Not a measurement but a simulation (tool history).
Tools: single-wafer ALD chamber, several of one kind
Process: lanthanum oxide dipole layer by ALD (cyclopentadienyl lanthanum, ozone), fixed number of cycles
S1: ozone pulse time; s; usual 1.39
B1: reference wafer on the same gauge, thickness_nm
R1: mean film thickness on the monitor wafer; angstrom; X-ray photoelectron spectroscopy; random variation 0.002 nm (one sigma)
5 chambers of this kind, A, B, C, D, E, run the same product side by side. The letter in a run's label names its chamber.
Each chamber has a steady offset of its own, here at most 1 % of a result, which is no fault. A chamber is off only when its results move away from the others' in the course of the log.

run,hour,S1,B1,R1
1E,11.9,1.39,0.53925,5.3801
2B,18.6,1.39,0.53868,5.4177
3D,31.4,1.39,0.53855,5.4331
4A,38.3,1.39,0.53855,5.4418
5C,49.2,1.39,0.53968,5.4689
6B,56.8,1.39,0.53891,5.4736
7C,66.0,1.39,0.53842,5.4607
8A,73.9,1.39,0.53921,5.4200
9E,83.9,1.39,0.53909,5.3746
10D,92.1,1.39,0.53888,5.3865
11A,106.5,1.39,0.53884,5.3977
12D,118.6,1.39,0.53926,5.4237
13C,132.6,1.78,0.53955,5.6442
14B,145.6,1.78,0.53911,5.6590
15E,152.9,1.78,0.53890,5.5710
16B,167.3,1.78,0.53910,5.6390
17C,179.1,1.78,0.53878,5.6327
18D,189.7,1.39,0.53901,5.3769
19A,198.4,1.39,0.53895,5.4238
20E,207.1,1.39,0.53911,5.3972
21B,221.6,1.14,0.53910,5.1695
22D,227.9,1.14,0.53959,5.0743
23C,239.2,1.14,0.53914,5.1754
24A,252.0,1.14,0.53892,5.1812
25E,259.6,1.14,0.53922,5.1391
26E,269.4,1.39,0.53908,5.3576
# hour 270.1: chamber E: thermocouple changed; heater temperature recalibrated
27C,282.2,1.39,0.53925,5.4598
28A,293.0,1.39,0.53917,5.4192
29B,305.6,1.73,0.53905,5.6479
30D,316.6,1.73,0.53901,5.5608
31E,328.2,1.73,0.53881,5.5553
32B,342.1,1.73,0.53877,5.5885
33A,349.0,1.73,0.53878,5.6137
34D,358.7,1.39,0.53948,5.2791
35C,366.9,1.39,0.53892,5.4179

Next, every chamber runs the same settings. What will each give?
36A,377.3,1.39,,?
36B,377.3,1.39,,?
36C,377.3,1.39,,?
36D,377.3,1.39,,?
36E,377.3,1.39,,?

run,R1
36A,5.4327
36B,5.4336
36C,5.4200
36D,5.2666
36E,5.3616

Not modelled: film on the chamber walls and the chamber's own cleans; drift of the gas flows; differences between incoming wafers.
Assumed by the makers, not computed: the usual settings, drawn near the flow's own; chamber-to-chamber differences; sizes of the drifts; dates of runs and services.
